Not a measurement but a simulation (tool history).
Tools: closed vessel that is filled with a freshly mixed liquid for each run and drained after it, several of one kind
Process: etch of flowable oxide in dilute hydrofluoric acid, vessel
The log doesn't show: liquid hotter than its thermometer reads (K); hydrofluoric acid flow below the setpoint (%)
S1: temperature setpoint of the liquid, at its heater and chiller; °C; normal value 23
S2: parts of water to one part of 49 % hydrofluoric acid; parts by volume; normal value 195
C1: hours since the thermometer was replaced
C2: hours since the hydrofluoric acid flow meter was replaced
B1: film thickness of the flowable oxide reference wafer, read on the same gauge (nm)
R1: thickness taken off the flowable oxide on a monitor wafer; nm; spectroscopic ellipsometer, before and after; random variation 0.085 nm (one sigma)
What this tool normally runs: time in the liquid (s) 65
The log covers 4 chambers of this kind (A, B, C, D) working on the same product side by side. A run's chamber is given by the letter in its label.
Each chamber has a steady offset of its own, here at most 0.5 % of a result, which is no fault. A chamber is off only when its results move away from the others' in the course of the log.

{"run": "1D", "hour": 3.2, "S1": 23, "S2": 195, "time in the liquid (s)": 65, "C1": 422.4, "C2": 725.2, "B1": 79.987, "R1": 11.495}
{"run": "2B", "hour": 7.7, "S1": 23, "S2": 195, "time in the liquid (s)": 65, "C1": 81.1, "C2": 226.0, "B1": 79.965, "R1": 11.387}
{"run": "3C", "hour": 14.0, "S1": 23, "S2": 195, "time in the liquid (s)": 65, "C1": 388.3, "C2": 1268.4, "B1": 79.983, "R1": 11.674}
{"run": "4A", "hour": 20.3, "S1": 23, "S2": 195, "time in the liquid (s)": 65, "C1": 614.5, "C2": 2049.9, "B1": 80.021, "R1": 11.38}
{"run": "5B", "hour": 26.0, "S1": 23, "S2": 195, "time in the liquid (s)": 65, "C1": 99.4, "C2": 244.3, "B1": 80.009, "R1": 11.441}
{"run": "6D", "hour": 31.2, "S1": 23, "S2": 195, "time in the liquid (s)": 65, "C1": 450.4, "C2": 753.2, "B1": 80.01, "R1": 11.579}
{"run": "7A", "hour": 36.9, "S1": 23, "S2": 195, "time in the liquid (s)": 65, "C1": 631.1, "C2": 2066.5, "B1": 79.987, "R1": 11.461}
{"run": "8C", "hour": 40.4, "S1": 23, "S2": 195, "time in the liquid (s)": 65, "C1": 414.7, "C2": 1294.8, "B1": 79.975, "R1": 11.665}
{"run": "9A", "hour": 44.0, "S1": 23, "S2": 195, "time in the liquid (s)": 65, "C1": 638.2, "C2": 2073.6, "B1": 79.972, "R1": 11.421}
{"run": "10D", "hour": 48.4, "S1": 23, "S2": 195, "time in the liquid (s)": 65, "C1": 467.6, "C2": 770.4, "B1": 79.992, "R1": 11.611}
{"run": "11B", "hour": 54.5, "S1": 23, "S2": 195, "time in the liquid (s)": 65, "C1": 127.9, "C2": 272.8, "B1": 79.99, "R1": 11.534}
{"run": "12C", "hour": 60.0, "S1": 23, "S2": 195, "time in the liquid (s)": 65, "C1": 434.3, "C2": 1314.4, "B1": 79.989, "R1": 11.523}
{"run": "13B", "hour": 64.0, "S1": 23, "S2": 195, "time in the liquid (s)": 65, "C1": 137.4, "C2": 282.3, "B1": 79.999, "R1": 11.44}
{"run": "14D", "hour": 70.7, "S1": 23, "S2": 245, "time in the liquid (s)": 30, "C1": 489.9, "C2": 792.7, "B1": 80.008, "R1": 4.0354}
{"hour": 72.7, "done": "chamber A: thermometer replaced"}
{"run": "15A", "hour": 75.1, "S1": 23, "S2": 245, "time in the liquid (s)": 30, "C1": 2.4, "C2": 2104.7, "B1": 79.962, "R1": 3.993}
{"run": "16C", "hour": 79.1, "S1": 23, "S2": 245, "time in the liquid (s)": 30, "C1": 453.4, "C2": 1333.5, "B1": 79.976, "R1": 4.0821}
{"run": "17D", "hour": 85.7, "S1": 23, "S2": 245, "time in the liquid (s)": 30, "C1": 504.9, "C2": 807.7, "B1": 79.994, "R1": 3.9762}
{"run": "18A", "hour": 89.1, "S1": 23, "S2": 195, "time in the liquid (s)": 65, "C1": 16.4, "C2": 2118.7, "B1": 80.032, "R1": 11.42}
{"run": "19C", "hour": 94.0, "S1": 23, "S2": 195, "time in the liquid (s)": 65, "C1": 468.3, "C2": 1348.4, "B1": 79.975, "R1": 11.37}
{"run": "20B", "hour": 97.8, "S1": 23, "S2": 195, "time in the liquid (s)": 65, "C1": 171.2, "C2": 316.1, "B1": 79.973, "R1": 11.072}
{"run": "21D", "hour": 103.7, "S1": 23, "S2": 100, "time in the liquid (s)": 85, "C1": 522.9, "C2": 825.7, "B1": 79.978, "R1": 33.467}
{"run": "22C", "hour": 110.5, "S1": 23, "S2": 100, "time in the liquid (s)": 85, "C1": 484.8, "C2": 1364.9, "B1": 79.96, "R1": 32.861}
{"run": "23B", "hour": 115.0, "S1": 23, "S2": 100, "time in the liquid (s)": 85, "C1": 188.4, "C2": 333.3, "B1": 80.004, "R1": 30.824}
{"run": "24A", "hour": 119.7, "S1": 23, "S2": 100, "time in the liquid (s)": 85, "C1": 47.0, "C2": 2149.3, "B1": 80.013, "R1": 32.273}
{"run": "25A", "hour": 124.1, "S1": 23, "S2": 195, "time in the liquid (s)": 65, "C1": 51.4, "C2": 2153.7, "B1": 79.991, "R1": 11.602}
{"run": "26C", "hour": 127.5, "S1": 23, "S2": 195, "time in the liquid (s)": 65, "C1": 501.8, "C2": 1381.9, "B1": 80.0, "R1": 11.558}
{"run": "27B", "hour": 133.5, "S1": 23, "S2": 195, "time in the liquid (s)": 65, "C1": 206.9, "C2": 351.8, "B1": 80.01, "R1": 10.914}
{"run": "28D", "hour": 139.1, "S1": 23, "S2": 195, "time in the liquid (s)": 65, "C1": 558.3, "C2": 861.1, "B1": 80.007, "R1": 11.547}
{"run": "29B", "hour": 142.8, "S1": 23, "S2": 195, "time in the liquid (s)": 65, "C1": 216.2, "C2": 361.1, "B1": 80.034, "R1": 10.867}
{"run": "30C", "hour": 149.8, "S1": 23, "S2": 195, "time in the liquid (s)": 65, "C1": 524.1, "C2": 1404.2, "B1": 79.999, "R1": 11.607}
{"run": "31D", "hour": 156.2, "S1": 23, "S2": 195, "time in the liquid (s)": 65, "C1": 575.4, "C2": 878.2, "B1": 80.008, "R1": 11.519}

Which is it: a chamber that has drifted or been left off by a service, a gauge drift common to all chambers, or only each chamber's usual small offset? If a chamber is off, name it and its likeliest cause.

It is chamber B that slowly wanders off from its peers.
Cause: hydrofluoric acid flow below the setpoint (%) = 6.
The log may not tell that from: liquid colder than its thermometer reads (K).

Chamber B could run next with any of the 4 candidate recipes listed below; each alters the usual settings, and their results appear as question marks. Which one brings its results back in line with what the other chambers deliver on the usual settings?
A result is in line if it is within this distance of the other chambers' mean on the usual settings: R1 0.3000 nm
{"run": "32B-1", "hour": 161.4, "S1": 23.5, "S2": 195, "time in the liquid (s)": 75, "R1": "?"}
{"run": "32B-2", "hour": 161.4, "S1": 25.0, "S2": 195, "time in the liquid (s)": 65, "R1": "?"}
{"run": "32B-3", "hour": 161.4, "S1": 23.0, "S2": 195, "time in the liquid (s)": 55, "R1": "?"}
{"run": "32B-4", "hour": 161.4, "S1": 23.0, "S2": 195, "time in the liquid (s)": 60, "R1": "?"}

What the other chambers average on the usual settings: R1 11.5100 nm
run=32B-1 R1=12.4910
run=32B-2 R1=11.4420
run=32B-3 R1=8.9885
run=32B-4 R1=9.8057
32B-2 brings the chamber back in line.
